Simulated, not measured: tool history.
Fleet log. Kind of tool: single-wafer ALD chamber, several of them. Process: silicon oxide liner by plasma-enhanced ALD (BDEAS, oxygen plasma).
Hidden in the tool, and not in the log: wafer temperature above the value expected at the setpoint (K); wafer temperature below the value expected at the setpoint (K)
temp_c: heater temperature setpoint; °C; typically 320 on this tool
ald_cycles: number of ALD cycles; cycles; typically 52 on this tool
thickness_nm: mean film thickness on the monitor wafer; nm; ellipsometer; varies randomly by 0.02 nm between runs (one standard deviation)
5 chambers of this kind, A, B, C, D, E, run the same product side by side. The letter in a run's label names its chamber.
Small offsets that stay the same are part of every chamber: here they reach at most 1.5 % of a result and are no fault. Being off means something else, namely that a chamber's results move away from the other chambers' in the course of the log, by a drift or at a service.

run	hour	temp_c	ald_cycles	hours since the last thermocouple change	read-back reference wafer on the same gauge, thickness_nm	thickness_nm
1E	4.2	320	52	449	3.8996	4.7412
2C	9.9	320	52	116.2	3.8975	4.707
3B	15.2	320	52	445.6	3.9033	4.763
4D	18.9	320	52	669.6	3.8942	4.7448
5A	25.2	320	52	632.1	3.9009	4.6873
6C	30.8	320	52	137.1	3.9023	4.7029
7B	33.7	320	52	464.1	3.8987	4.7565
8D	37.8	320	52	688.5	3.9051	4.7106
9A	43.6	320	52	650.5	3.9014	4.6834
10E	50	328	52	494.8	3.8986	4.6324
11B	55.5	328	52	485.9	3.9001	4.6851
12E	61.7	328	52	506.5	3.8943	4.6824
13D	67.1	328	52	717.8	3.9007	4.6584
14C	72.6	328	52	178.9	3.9039	4.6377
15A	76.7	320	52	683.6	3.8983	4.7128
16C	80	320	52	186.3	3.9006	4.671
17A	84.5	320	52	691.4	3.9009	4.6532
18D	87.5	320	52	738.2	3.9012	4.6721
19B	91.6	320	52	522	3.898	4.813
20E	95.7	320	52	540.5	3.903	4.6949
21A	102.1	320	52	709	3.9041	4.6981
22B	105.4	320	52	535.8	3.8994	4.7332
23E	112.1	320	52	556.9	3.8979	4.6769
24D	118.2	320	52	768.9	3.8985	4.7072
25C	122.5	320	52	228.8	3.9019	4.7016
26A	126.6	320	52	733.5	3.9013	4.6388
27E	130.7	311	48	575.5	3.9027	4.3578
28B	136	311	48	566.4	3.9007	4.4787
29D	139.7	311	48	790.4	3.9006	4.4147
30C	144.6	311	48	250.9	3.8993	4.383
31C	147.7	311	48	254	3.9062	4.4137
32B	153.2	320	52	583.6	3.8994	4.7486
33E	158.6	320	52	603.4	3.9014	4.7187
34D	164	320	57	814.7	3.8994	5.1511
35A	169.3	320	57	776.2	3.9025	5.1231
36B	172.6	320	57	603	3.8967	5.223
37D	176.2	320	57	826.9	3.8984	5.18

Each of the 5 chambers runs these same settings next. Fill in every chamber's results:
38A	181	320	52			?
38B	181	320	52			?
38C	181	320	52			?
38D	181	320	52			?
38E	181	320	52			?

run	thickness_nm
38A	4.6957
38B	4.7853
38C	4.7245
38D	4.7446
38E	4.6824
